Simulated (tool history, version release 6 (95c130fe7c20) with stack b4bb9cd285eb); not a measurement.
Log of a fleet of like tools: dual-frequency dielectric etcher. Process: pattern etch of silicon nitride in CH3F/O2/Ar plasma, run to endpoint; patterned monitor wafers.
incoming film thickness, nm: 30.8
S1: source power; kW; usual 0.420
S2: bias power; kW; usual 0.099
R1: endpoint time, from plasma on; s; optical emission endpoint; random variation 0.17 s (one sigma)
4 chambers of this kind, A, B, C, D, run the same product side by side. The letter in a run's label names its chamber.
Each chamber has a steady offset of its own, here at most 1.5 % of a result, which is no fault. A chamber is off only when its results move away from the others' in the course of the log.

run	hour	S1	S2	R1
1C	12.7	0.420	0.099	38.943
2B	27.5	0.420	0.099	39.668
3D	37.7	0.420	0.099	38.962
4A	51.9	0.420	0.099	39.564
5B	60.5	0.420	0.099	39.350
6A	68.8	0.420	0.120	36.780
7D	81.3	0.420	0.120	36.244
8C	93.1	0.420	0.120	36.406
9C	104.4	0.420	0.120	36.183
10B	114.6	0.420	0.099	39.530
# hour 118.4: chamber B: wet clean of the chamber
11A	126.1	0.470	0.084	40.135
12D	133.8	0.470	0.084	39.896
13C	147.8	0.470	0.084	39.739
14A	161.5	0.470	0.084	40.032
15B	170.6	0.420	0.099	39.358
16D	182.0	0.390	0.099	40.038
17D	189.7	0.390	0.099	40.095
18C	198.4	0.390	0.099	39.967
19A	208.5	0.390	0.099	40.950
20B	222.4	0.420	0.099	39.138
21A	234.1	0.480	0.075	41.613
22C	248.3	0.480	0.075	40.954
23B	256.6	0.480	0.075	41.291
24D	270.2	0.480	0.075	40.901
25A	279.2	0.420	0.099	39.689
# hour 292.5: chamber A: wet clean of the chamber
26B	293.1	0.420	0.099	39.443
# hour 298.9: chamber D: wet clean of the chamber
27C	301.2	0.420	0.099	38.929
28D	311.3	0.420	0.099	39.298
29D	326.0	0.420	0.099	39.130
30A	332.6	0.420	0.099	39.619
31B	344.6	0.420	0.099	39.470
32C	355.6	0.320	0.091	44.772
33C	367.6	0.320	0.091	44.859
# hour 377.6: chamber C: wet clean of the chamber
34D	380.1	0.320	0.091	44.487
35B	391.8	0.320	0.091	45.020
36A	398.9	0.420	0.099	39.408
37C	410.8	0.420	0.099	38.779
38A	418.0	0.420	0.091	40.852
39B	429.0	0.420	0.091	40.453
40D	439.3	0.420	0.091	40.410

Is one chamber off against the others, does the gauge drift, or is nothing wrong? If a chamber is off, say which, and what the likeliest cause is.

No chamber stands off beyond its own small offset, and the gauge holds steady.
